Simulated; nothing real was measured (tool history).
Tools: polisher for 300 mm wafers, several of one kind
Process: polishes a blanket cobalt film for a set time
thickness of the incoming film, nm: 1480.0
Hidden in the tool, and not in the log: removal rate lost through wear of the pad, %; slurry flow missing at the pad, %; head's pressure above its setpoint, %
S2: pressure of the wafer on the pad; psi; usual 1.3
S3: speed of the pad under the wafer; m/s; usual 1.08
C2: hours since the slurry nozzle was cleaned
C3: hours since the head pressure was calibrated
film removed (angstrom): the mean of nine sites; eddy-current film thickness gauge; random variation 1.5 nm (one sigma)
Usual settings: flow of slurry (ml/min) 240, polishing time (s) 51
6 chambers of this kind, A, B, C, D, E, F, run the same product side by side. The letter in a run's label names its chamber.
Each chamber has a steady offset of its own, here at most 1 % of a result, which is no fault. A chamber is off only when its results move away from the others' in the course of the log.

At day 0.112: chamber A: slurry nozzle cleaned.
Run 1F, day 0.254: usual settings; wafers polished on this pad 530; C2 13; C3 31.3. Result: film removed (angstrom) 1677.
Run 2B, day 0.542: usual settings; wafers polished on this pad 618; C2 246.5; C3 454.1. Result: film removed (angstrom) 1688.5.
Run 3E, day 0.988: usual settings; wafers polished on this pad 730; C2 149.3; C3 625.2. Result: film removed (angstrom) 1684.5.
At day 1.304: chamber D: worn pad replaced by a new one.
Run 4C, day 1.438: usual settings; wafers polished on this pad 752; C2 161.8; C3 1057.7. Result: film removed (angstrom) 1665.7.
Run 5A, day 1.825: usual settings; wafers polished on this pad 721; C2 41.1; C3 364.8. Result: film removed (angstrom) 1681.3.
At day 1.912: chamber B: head pressure recalibrated.
At day 2.088: chamber C: worn pad replaced by a new one.
Run 6D, day 2.271: usual settings but flow of slurry (ml/min) 210; wafers polished on this pad 324; C2 788.9; C3 797.1. Result: film removed (angstrom) 1664.8.
Run 7D, day 2.583: usual settings but flow of slurry (ml/min) 210; wafers polished on this pad 429; C2 796.4; C3 804.6. Result: film removed (angstrom) 1660.8.
At day 2.888: chamber A: worn pad replaced by a new one.
At day 2.896: chamber B: worn pad replaced by a new one.
Run 8F, day 2.925: usual settings but flow of slurry (ml/min) 210; wafers polished on this pad 1426; C2 77.1; C3 95.4. Result: film removed (angstrom) 1644.6.
At day 3.025: chamber E: worn pad replaced by a new one.
Run 9E, day 3.271: usual settings but flow of slurry (ml/min) 210; wafers polished on this pad 82; C2 204.1; C3 680. Result: film removed (angstrom) 1655.5.
Run 10C, day 3.838: usual settings but flow of slurry (ml/min) 210; wafers polished on this pad 588; C2 219.4; C3 1115.3. Result: film removed (angstrom) 1642.6.
Run 11B, day 4.317: usual settings but flow of slurry (ml/min) 210; wafers polished on this pad 477; C2 337.1; C3 57.7. Result: film removed (angstrom) 1671.4.
Run 12A, day 4.675: usual settings; wafers polished on this pad 600; C2 109.5; C3 433.2. Result: film removed (angstrom) 1699.2.
At day 5.083: chamber D: worn pad replaced by a new one.
Run 13C, day 5.092: usual settings but flow of slurry (ml/min) 320; wafers polished on this pad 1009; C2 249.5; C3 1145.4. Result: film removed (angstrom) 1750.9.
At day 5.171: chamber D: head pressure recalibrated.
At day 5.212: chamber C: worn pad replaced by a new one.
Run 14A, day 5.412: usual settings but flow of slurry (ml/min) 320; wafers polished on this pad 848; C2 127.2; C3 450.9. Result: film removed (angstrom) 1743.
At day 5.612: chamber E: head pressure recalibrated.
Run 15D, day 5.767: usual settings but flow of slurry (ml/min) 320; wafers polished on this pad 230; C2 872.8; C3 14.4. Result: film removed (angstrom) 1719.9.
Run 16E, day 6.196: usual settings but flow of slurry (ml/min) 320; wafers polished on this pad 1064; C2 274.3; C3 14. Result: film removed (angstrom) 1742.6.
At day 6.204: chamber A: worn pad replaced by a new one.
At day 6.433: chamber E: worn pad replaced by a new one.
Run 17F, day 6.7: usual settings but flow of slurry (ml/min) 320; wafers polished on this pad 2693; C2 167.7; C3 186. Result: film removed (angstrom) 1676.6.
Run 18B, day 7.004: usual settings but flow of slurry (ml/min) 320; wafers polished on this pad 1379; C2 401.6; C3 122.2. Result: film removed (angstrom) 1731.9.
At day 7.088: chamber C: head pressure recalibrated.
At day 7.417: chamber B: slurry nozzle cleaned.
Run 19C, day 7.508: usual settings; wafers polished on this pad 770; C2 307.5; C3 10.1. Result: film removed (angstrom) 1705.
Run 20D, day 7.808: usual settings; wafers polished on this pad 915; C2 921.8; C3 63.4. Result: film removed (angstrom) 1688.2.
At day 7.838: chamber B: worn pad replaced by a new one.
Run 21E, day 8.1: usual settings; wafers polished on this pad 559; C2 320; C3 59.7. Result: film removed (angstrom) 1650.5.
Run 22A, day 8.592: usual settings; wafers polished on this pad 801; C2 203.5; C3 527.2. Result: film removed (angstrom) 1671.9.
At day 8.721: chamber C: worn pad replaced by a new one.
Run 23B, day 9.088: usual settings; wafers polished on this pad 419; C2 40.1; C3 172.2. Result: film removed (angstrom) 1696.4.
At day 9.462: chamber D: worn pad replaced by a new one.
At day 9.571: chamber A: worn pad replaced by a new one.
Run 24F, day 9.612: usual settings; wafers polished on this pad 3670; C2 237.6; C3 255.9. Result: film removed (angstrom) 1623.7.
At day 9.625: chamber D: slurry nozzle cleaned.
Run 25C, day 10.129: usual settings; wafers polished on this pad 473; C2 370.4; C3 73. Result: film removed (angstrom) 1669.9.
Run 26D, day 10.592: usual settings; wafers polished on this pad 379; C2 23.2; C3 130.2. Result: film removed (angstrom) 1733.2.
At day 10.629: chamber A: head pressure recalibrated.
At day 10.638: chamber E: worn pad replaced by a new one.
Run 27A, day 11.042: usual settings but S2 1.7 psi; wafers polished on this pad 493; C2 262.3; C3 10. Result: film removed (angstrom) 2208.4.
Run 28F, day 11.358: usual settings but S2 1.7 psi; wafers polished on this pad 4256; C2 279.5; C3 297.8. Result: film removed (angstrom) 2056.
At day 11.542: chamber C: worn pad replaced by a new one.
Run 29E, day 11.829: usual settings but S2 1.7 psi; wafers polished on this pad 400; C2 409.5; C3 149.2. Result: film removed (angstrom) 2154.7.
At day 12.325: chamber B: worn pad replaced by a new one.
Run 30B, day 12.367: usual settings but S2 1.7 psi; wafers polished on this pad 14; C2 118.8; C3 250.9. Result: film removed (angstrom) 2186.9.
At day 12.692: chamber F: slurry nozzle cleaned.
Run 31B, day 12.696: usual settings but S2 1.7 psi; wafers polished on this pad 124; C2 126.7; C3 258.8. Result: film removed (angstrom) 2186.5.
At day 12.896: chamber A: worn pad replaced by a new one.
Run 32C, day 12.958: usual settings but S2 1.7 psi; wafers polished on this pad 476; C2 438.3; C3 140.9. Result: film removed (angstrom) 2214.8.
At day 13.162: chamber D: worn pad replaced by a new one.
Run 33A, day 13.467: usual settings; wafers polished on this pad 192; C2 320.5; C3 68.2. Result: film removed (angstrom) 1702.9.
Run 34E, day 13.771: usual settings but S2 1.1 psi; wafers polished on this pad 1051; C2 456.1; C3 195.8. Result: film removed (angstrom) 1440.1.
Run 35F, day 14.325: usual settings but S2 1.1 psi; wafers polished on this pad 5251; C2 39.3; C3 369. Result: film removed (angstrom) 1336.2.
Run 36D, day 14.888: usual settings but S2 1.1 psi; wafers polished on this pad 579; C2 126.3; C3 233.3. Result: film removed (angstrom) 1440.6.
At day 14.938: chamber A: slurry nozzle cleaned.
Run 37B, day 15.196: usual settings but S2 1.1 psi; wafers polished on this pad 963; C2 186.7; C3 318.8. Result: film removed (angstrom) 1421.9.
Run 38A, day 15.592: usual settings but S2 1.1 psi; wafers polished on this pad 905; C2 15.7; C3 119.2. Result: film removed (angstrom) 1406.

Next, every chamber runs the same settings. What will each give?
Run 39A, day 15.996: usual settings but polishing time (s) 38. Result: film removed (angstrom) ?.
Run 39B, day 15.996: usual settings but polishing time (s) 38. Result: film removed (angstrom) ?.
Run 39C, day 15.996: usual settings but polishing time (s) 38. Result: film removed (angstrom) ?.
Run 39D, day 15.996: usual settings but polishing time (s) 38. Result: film removed (angstrom) ?.
Run 39E, day 15.996: usual settings but polishing time (s) 38. Result: film removed (angstrom) ?.
Run 39F, day 15.996: usual settings but polishing time (s) 38. Result: film removed (angstrom) ?.

run  film removed (angstrom)
39A                   1235.2
39B                   1257.2
39C                   1242.7
39D                   1264.7
39E                   1245.3
39F                   1178.3
